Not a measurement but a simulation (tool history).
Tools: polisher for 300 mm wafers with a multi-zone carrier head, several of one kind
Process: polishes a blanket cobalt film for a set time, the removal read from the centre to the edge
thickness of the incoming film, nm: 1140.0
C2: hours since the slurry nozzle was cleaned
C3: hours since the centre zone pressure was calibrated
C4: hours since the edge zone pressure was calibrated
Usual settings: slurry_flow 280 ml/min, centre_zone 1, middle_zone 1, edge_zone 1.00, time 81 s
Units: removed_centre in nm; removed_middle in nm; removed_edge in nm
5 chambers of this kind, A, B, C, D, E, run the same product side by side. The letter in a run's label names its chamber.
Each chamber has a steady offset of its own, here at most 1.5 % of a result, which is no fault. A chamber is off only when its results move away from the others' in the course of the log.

At hour 3.3: chamber B: worn pad replaced by a new one.
At hour 4.1: chamber E: worn pad replaced by a new one.
Run 1A, hour 9.7: usual settings; wafers polished on this pad 577; C2 541.3; C3 619.9; C4 449.7. Result: removed_centre 397.85 nm, removed_middle 398.35 nm, removed_edge 394.98 nm.
At hour 13.5: chamber A: centre zone pressure recalibrated.
Run 2E, hour 18.9: usual settings; wafers polished on this pad 96; C2 449.3; C3 431.8; C4 39.5. Result: removed_centre 398.20 nm, removed_middle 393.95 nm, removed_edge 399.22 nm.
At hour 28.7: chamber D: slurry nozzle cleaned.
Run 3C, hour 29.0: usual settings; wafers polished on this pad 753; C2 546.0; C3 259.5; C4 33.1. Result: removed_centre 391.34 nm, removed_middle 408.46 nm, removed_edge 390.64 nm.
At hour 32.5: chamber E: centre zone pressure recalibrated.
Run 4B, hour 34.3: usual settings; wafers polished on this pad 201; C2 464.7; C3 366.7; C4 71.8. Result: removed_centre 407.05 nm, removed_middle 393.13 nm, removed_edge 396.03 nm.
Run 5D, hour 38.9: usual settings; wafers polished on this pad 636; C2 10.2; C3 117.7; C4 384.3. Result: removed_centre 406.46 nm, removed_middle 393.35 nm, removed_edge 389.93 nm.
Run 6E, hour 46.2: usual settings; wafers polished on this pad 273; C2 476.6; C3 13.8; C4 66.8. Result: removed_centre 398.03 nm, removed_middle 400.52 nm, removed_edge 396.03 nm.
At hour 46.5: chamber D: worn pad replaced by a new one.
Run 7D, hour 56.0: usual settings but time 63 s; wafers polished on this pad 61; C2 27.3; C3 134.8; C4 401.4. Result: removed_centre 309.43 nm, removed_middle 310.18 nm, removed_edge 306.15 nm.
Run 8C, hour 64.1: usual settings but time 63 s; wafers polished on this pad 981; C2 581.1; C3 294.6; C4 68.2. Result: removed_centre 313.19 nm, removed_middle 314.72 nm, removed_edge 307.26 nm.
Run 9B, hour 70.0: usual settings but time 63 s; wafers polished on this pad 433; C2 500.4; C3 402.4; C4 107.5. Result: removed_centre 301.08 nm, removed_middle 307.00 nm, removed_edge 311.33 nm.
Run 10A, hour 77.0: usual settings but time 63 s; wafers polished on this pad 1013; C2 608.6; C3 63.5; C4 517.0. Result: removed_centre 304.91 nm, removed_middle 321.32 nm, removed_edge 302.23 nm.
At hour 77.7: chamber A: worn pad replaced by a new one.
At hour 79.7: chamber B: slurry nozzle cleaned.
Run 11B, hour 82.3: usual settings but time 63 s; wafers polished on this pad 513; C2 2.6; C3 414.7; C4 119.8. Result: removed_centre 302.17 nm, removed_middle 304.65 nm, removed_edge 307.93 nm.
At hour 84.1: chamber E: worn pad replaced by a new one.
Run 12E, hour 91.4: usual settings; wafers polished on this pad 47; C2 521.8; C3 59.0; C4 112.0. Result: removed_centre 391.72 nm, removed_middle 394.88 nm, removed_edge 394.43 nm.
Run 13D, hour 97.0: usual settings but slurry_flow 335 ml/min, edge_zone 1.09; wafers polished on this pad 327; C2 68.3; C3 175.8; C4 442.4. Result: removed_centre 403.08 nm, removed_middle 387.89 nm, removed_edge 413.31 nm.
Run 14C, hour 101.9: usual settings but slurry_flow 335 ml/min, edge_zone 1.09; wafers polished on this pad 1226; C2 618.9; C3 332.4; C4 106.0. Result: removed_centre 386.98 nm, removed_middle 392.92 nm, removed_edge 412.21 nm.
At hour 105.9: chamber E: slurry nozzle cleaned.
Run 15A, hour 107.1: usual settings but slurry_flow 335 ml/min, edge_zone 1.09; wafers polished on this pad 191; C2 638.7; C3 93.6; C4 547.1. Result: removed_centre 406.60 nm, removed_middle 406.60 nm, removed_edge 421.44 nm.
Run 16A, hour 113.0: usual settings but slurry_flow 335 ml/min, edge_zone 1.09; wafers polished on this pad 229; C2 644.6; C3 99.5; C4 553.0. Result: removed_centre 397.96 nm, removed_middle 408.59 nm, removed_edge 419.49 nm.
At hour 116.1: chamber A: slurry nozzle cleaned.
Run 17D, hour 120.0: usual settings but slurry_flow 335 ml/min, edge_zone 1.09; wafers polished on this pad 477; C2 91.3; C3 198.8; C4 465.4. Result: removed_centre 414.54 nm, removed_middle 396.32 nm, removed_edge 417.52 nm.
Run 18E, hour 130.0: usual settings; wafers polished on this pad 298; C2 24.1; C3 97.6; C4 150.6. Result: removed_centre 395.44 nm, removed_middle 394.81 nm, removed_edge 395.56 nm.
Run 19C, hour 139.5: usual settings; wafers polished on this pad 1470; C2 656.5; C3 370.0; C4 143.6. Result: removed_centre 378.28 nm, removed_middle 379.07 nm, removed_edge 377.55 nm.
At hour 147.5: chamber D: worn pad replaced by a new one.
Run 20B, hour 148.3: usual settings; wafers polished on this pad 941; C2 68.6; C3 480.7; C4 185.8. Result: removed_centre 394.15 nm, removed_middle 386.30 nm, removed_edge 390.62 nm.
At hour 149.4: chamber D: edge zone pressure recalibrated.
Run 21A, hour 155.6: usual settings but slurry_flow 230 ml/min; wafers polished on this pad 505; C2 39.6; C3 142.1; C4 595.6. Result: removed_centre 400.34 nm, removed_middle 391.74 nm, removed_edge 389.15 nm.
At hour 158.2: chamber E: worn pad replaced by a new one.
Run 22B, hour 165.7: usual settings but slurry_flow 230 ml/min; wafers polished on this pad 1054; C2 86.0; C3 498.1; C4 203.2. Result: removed_centre 382.49 nm, removed_middle 378.78 nm, removed_edge 382.15 nm.
Run 23C, hour 170.8: usual settings but slurry_flow 230 ml/min; wafers polished on this pad 1673; C2 687.8; C3 401.3; C4 174.9. Result: removed_centre 362.56 nm, removed_middle 359.85 nm, removed_edge 365.73 nm.
Run 24E, hour 178.5: usual settings but slurry_flow 230 ml/min; wafers polished on this pad 132; C2 72.6; C3 146.1; C4 199.1. Result: removed_centre 390.71 nm, removed_middle 386.25 nm, removed_edge 390.38 nm.
Run 25D, hour 188.8: usual settings but slurry_flow 230 ml/min; wafers polished on this pad 268; C2 160.1; C3 267.6; C4 39.4. Result: removed_centre 398.33 nm, removed_middle 381.40 nm, removed_edge 384.77 nm.
Run 26C, hour 197.8: usual settings; wafers polished on this pad 1848; C2 714.8; C3 428.3; C4 201.9. Result: removed_centre 362.85 nm, removed_middle 367.78 nm, removed_edge 363.38 nm.
At hour 204.4: chamber B: worn pad replaced by a new one.
Run 27A, hour 207.8: usual settings; wafers polished on this pad 844; C2 91.8; C3 194.3; C4 647.8. Result: removed_centre 397.05 nm, removed_middle 401.12 nm, removed_edge 391.58 nm.
Run 28E, hour 213.7: usual settings; wafers polished on this pad 360; C2 107.8; C3 181.3; C4 234.3. Result: removed_centre 394.85 nm, removed_middle 396.99 nm, removed_edge 396.03 nm.
Run 29D, hour 222.4: usual settings; wafers polished on this pad 486; C2 193.7; C3 301.2; C4 73.0. Result: removed_centre 389.60 nm, removed_middle 388.93 nm, removed_edge 398.34 nm.
Run 30B, hour 227.8: usual settings; wafers polished on this pad 152; C2 148.1; C3 560.2; C4 265.3. Result: removed_centre 399.90 nm, removed_middle 385.36 nm, removed_edge 395.29 nm.
Run 31A, hour 235.2: usual settings; wafers polished on this pad 1022; C2 119.2; C3 221.7; C4 675.2. Result: removed_centre 395.00 nm, removed_middle 397.47 nm, removed_edge 397.62 nm.

Next, every chamber runs the same settings. What will each give?
Run 32A, hour 242.7: usual settings but slurry_flow 180 ml/min. Result: removed_centre ?, removed_middle ?, removed_edge ?.
Run 32B, hour 242.7: usual settings but slurry_flow 180 ml/min. Result: removed_centre ?, removed_middle ?, removed_edge ?.
Run 32C, hour 242.7: usual settings but slurry_flow 180 ml/min. Result: removed_centre ?, removed_middle ?, removed_edge ?.
Run 32D, hour 242.7: usual settings but slurry_flow 180 ml/min. Result: removed_centre ?, removed_middle ?, removed_edge ?.
Run 32E, hour 242.7: usual settings but slurry_flow 180 ml/min. Result: removed_centre ?, removed_middle ?, removed_edge ?.

run  removed_centre  removed_middle  removed_edge
32A          356.70          377.55        376.59
32B          372.49          373.47        378.59
32C          324.99          336.96        337.49
32D          375.10          370.87        376.21
32E          369.98          377.52        375.66

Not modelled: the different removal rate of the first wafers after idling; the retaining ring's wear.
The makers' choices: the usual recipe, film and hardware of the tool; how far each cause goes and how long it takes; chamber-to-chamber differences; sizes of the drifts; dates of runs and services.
